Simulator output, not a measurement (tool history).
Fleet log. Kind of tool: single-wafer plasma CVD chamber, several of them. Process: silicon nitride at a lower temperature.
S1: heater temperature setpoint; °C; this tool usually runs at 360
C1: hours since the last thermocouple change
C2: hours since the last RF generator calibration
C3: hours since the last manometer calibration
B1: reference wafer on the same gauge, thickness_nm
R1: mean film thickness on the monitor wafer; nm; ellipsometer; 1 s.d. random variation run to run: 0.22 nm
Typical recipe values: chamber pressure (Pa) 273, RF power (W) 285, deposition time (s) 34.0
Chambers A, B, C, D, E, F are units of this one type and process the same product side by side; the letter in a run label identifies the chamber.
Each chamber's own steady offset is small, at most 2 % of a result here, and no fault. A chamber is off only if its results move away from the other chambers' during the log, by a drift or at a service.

Run 1E, hour 7.0: usual settings; C1 541.5; C2 1318.1; C3 972.5; B1 37.456. Result: R1 40.168 nm.
At hour 7.1: chamber B: capacitance manometer re-zeroed and calibrated.
Run 2C, hour 15.5: usual settings; C1 577.6; C2 819.7; C3 2270.4; B1 37.504. Result: R1 41.090 nm.
Run 3D, hour 22.2: usual settings; C1 481.1; C2 1862.6; C3 550.8; B1 37.511. Result: R1 41.104 nm.
Run 4B, hour 33.1: usual settings; C1 1084.7; C2 737.1; C3 26.1; B1 37.473. Result: R1 40.910 nm.
Run 5A, hour 43.2: usual settings; C1 1189.7; C2 394.6; C3 1003.4; B1 37.483. Result: R1 41.537 nm.
Run 6F, hour 53.0: usual settings but deposition time (s) 31.3; C1 79.8; C2 496.6; C3 506.1; B1 37.489. Result: R1 37.698 nm.
At hour 58.9: chamber C: capacitance manometer re-zeroed and calibrated.
Run 7F, hour 61.5: usual settings but deposition time (s) 31.3; C1 88.3; C2 505.1; C3 514.6; B1 37.527. Result: R1 37.720 nm.
Run 8B, hour 72.3: usual settings but deposition time (s) 31.3; C1 1123.9; C2 776.3; C3 65.3; B1 37.527. Result: R1 37.598 nm.
Run 9D, hour 84.6: usual settings but deposition time (s) 31.3; C1 543.5; C2 1925.0; C3 613.2; B1 37.516. Result: R1 37.363 nm.
At hour 88.8: chamber D: RF generator calibrated.
Run 10E, hour 96.6: usual settings but deposition time (s) 31.3; C1 631.1; C2 1407.7; C3 1062.1; B1 37.506. Result: R1 37.108 nm.
Run 11C, hour 107.2: usual settings but deposition time (s) 31.3; C1 669.3; C2 911.4; C3 48.3; B1 37.506. Result: R1 37.576 nm.
Run 12A, hour 118.6: usual settings; C1 1265.1; C2 470.0; C3 1078.8; B1 37.520. Result: R1 41.289 nm.
Run 13A, hour 128.2: usual settings; C1 1274.7; C2 479.6; C3 1088.4; B1 37.525. Result: R1 41.182 nm.
Run 14D, hour 136.2: usual settings; C1 595.1; C2 47.4; C3 664.8; B1 37.493. Result: R1 40.760 nm.
Run 15C, hour 144.5: usual settings but S1 346 °C; C1 706.6; C2 948.7; C3 85.6; B1 37.468. Result: R1 41.110 nm.
Run 16B, hour 152.9: usual settings but S1 346 °C; C1 1204.5; C2 856.9; C3 145.9; B1 37.543. Result: R1 40.922 nm.
At hour 157.4: chamber A: capacitance manometer re-zeroed and calibrated.
Run 17E, hour 163.5: usual settings but S1 346 °C; C1 698.0; C2 1474.6; C3 1129.0; B1 37.499. Result: R1 40.788 nm.
Run 18F, hour 172.2: usual settings but S1 346 °C; C1 199.0; C2 615.8; C3 625.3; B1 37.477. Result: R1 41.557 nm.
Run 19A, hour 181.3: usual settings but S1 346 °C; C1 1327.8; C2 532.7; C3 23.9; B1 37.438. Result: R1 41.532 nm.
Run 20E, hour 193.3: usual settings but S1 346 °C; C1 727.8; C2 1504.4; C3 1158.8; B1 37.496. Result: R1 40.658 nm.
Run 21C, hour 201.8: usual settings; C1 763.9; C2 1006.0; C3 142.9; B1 37.490. Result: R1 40.731 nm.
At hour 207.4: chamber A: thermocouple changed; heater temperature recalibrated.
Run 22F, hour 211.4: usual settings but RF power (W) 260, deposition time (s) 36.3; C1 238.2; C2 655.0; C3 664.5; B1 37.536. Result: R1 41.363 nm.
Run 23D, hour 218.8: usual settings but RF power (W) 260, deposition time (s) 36.3; C1 677.7; C2 130.0; C3 747.4; B1 37.502. Result: R1 40.784 nm.
Run 24B, hour 231.0: usual settings but RF power (W) 260, deposition time (s) 36.3; C1 1282.6; C2 935.0; C3 224.0; B1 37.492. Result: R1 40.923 nm.
Run 25A, hour 237.2: usual settings but RF power (W) 260, deposition time (s) 36.3; C1 29.8; C2 588.6; C3 79.8; B1 37.515. Result: R1 41.256 nm.
At hour 238.9: chamber C: RF generator calibrated.
Run 26D, hour 247.4: usual settings but RF power (W) 260, deposition time (s) 36.3; C1 706.3; C2 158.6; C3 776.0; B1 37.541. Result: R1 41.146 nm.
Run 27B, hour 253.2: usual settings but RF power (W) 260, deposition time (s) 36.3; C1 1304.8; C2 957.2; C3 246.2; B1 37.472. Result: R1 40.507 nm.
Run 28C, hour 265.2: usual settings; C1 827.3; C2 26.4; C3 206.3; B1 37.455. Result: R1 40.767 nm.
Run 29F, hour 274.8: usual settings; C1 301.6; C2 718.4; C3 727.9; B1 37.509. Result: R1 41.324 nm.
Run 30E, hour 280.7: usual settings; C1 815.2; C2 1591.8; C3 1246.2; B1 37.536. Result: R1 40.347 nm.
Run 31A, hour 289.6: usual settings; C1 82.2; C2 641.0; C3 132.2; B1 37.470. Result: R1 41.120 nm.
Run 32D, hour 297.5: usual settings; C1 756.4; C2 208.7; C3 826.1; B1 37.531. Result: R1 40.718 nm.
Run 33C, hour 304.0: usual settings; C1 866.1; C2 65.2; C3 245.1; B1 37.536. Result: R1 40.898 nm.
Run 34E, hour 315.9: usual settings but S1 365 °C, RF power (W) 310; C1 850.4; C2 1627.0; C3 1281.4; B1 37.515. Result: R1 42.412 nm.
Run 35B, hour 323.0: usual settings but S1 365 °C, RF power (W) 310; C1 1374.6; C2 1027.0; C3 316.0; B1 37.500. Result: R1 43.398 nm.
Run 36F, hour 330.8: usual settings but S1 365 °C, RF power (W) 310; C1 357.6; C2 774.4; C3 783.9; B1 37.498. Result: R1 43.635 nm.
Run 37D, hour 337.9: usual settings but S1 365 °C, RF power (W) 310; C1 796.8; C2 249.1; C3 866.5; B1 37.510. Result: R1 43.289 nm.
Run 38F, hour 349.3: usual settings but S1 365 °C, RF power (W) 310; C1 376.1; C2 792.9; C3 802.4; B1 37.521. Result: R1 43.904 nm.
Run 39B, hour 359.0: usual settings but S1 365 °C, RF power (W) 310; C1 1410.6; C2 1063.0; C3 352.0; B1 37.491. Result: R1 43.191 nm.
Run 40C, hour 368.9: usual settings; C1 931.0; C2 130.1; C3 310.0; B1 37.511. Result: R1 41.178 nm.

Next, all 6 chambers run the settings below, one line each with question marks for the results. What does each chamber give?
Run 41A, hour 378.0: usual settings but deposition time (s) 31.3. Result: R1 ?.
Run 41B, hour 378.0: usual settings but deposition time (s) 31.3. Result: R1 ?.
Run 41C, hour 378.0: usual settings but deposition time (s) 31.3. Result: R1 ?.
Run 41D, hour 378.0: usual settings but deposition time (s) 31.3. Result: R1 ?.
Run 41E, hour 378.0: usual settings but deposition time (s) 31.3. Result: R1 ?.
Run 41F, hour 378.0: usual settings but deposition time (s) 31.3. Result: R1 ?.

run      R1
41A  38.021
41B  37.834
41C  37.688
41D  37.456
41E  37.393
41F  38.042

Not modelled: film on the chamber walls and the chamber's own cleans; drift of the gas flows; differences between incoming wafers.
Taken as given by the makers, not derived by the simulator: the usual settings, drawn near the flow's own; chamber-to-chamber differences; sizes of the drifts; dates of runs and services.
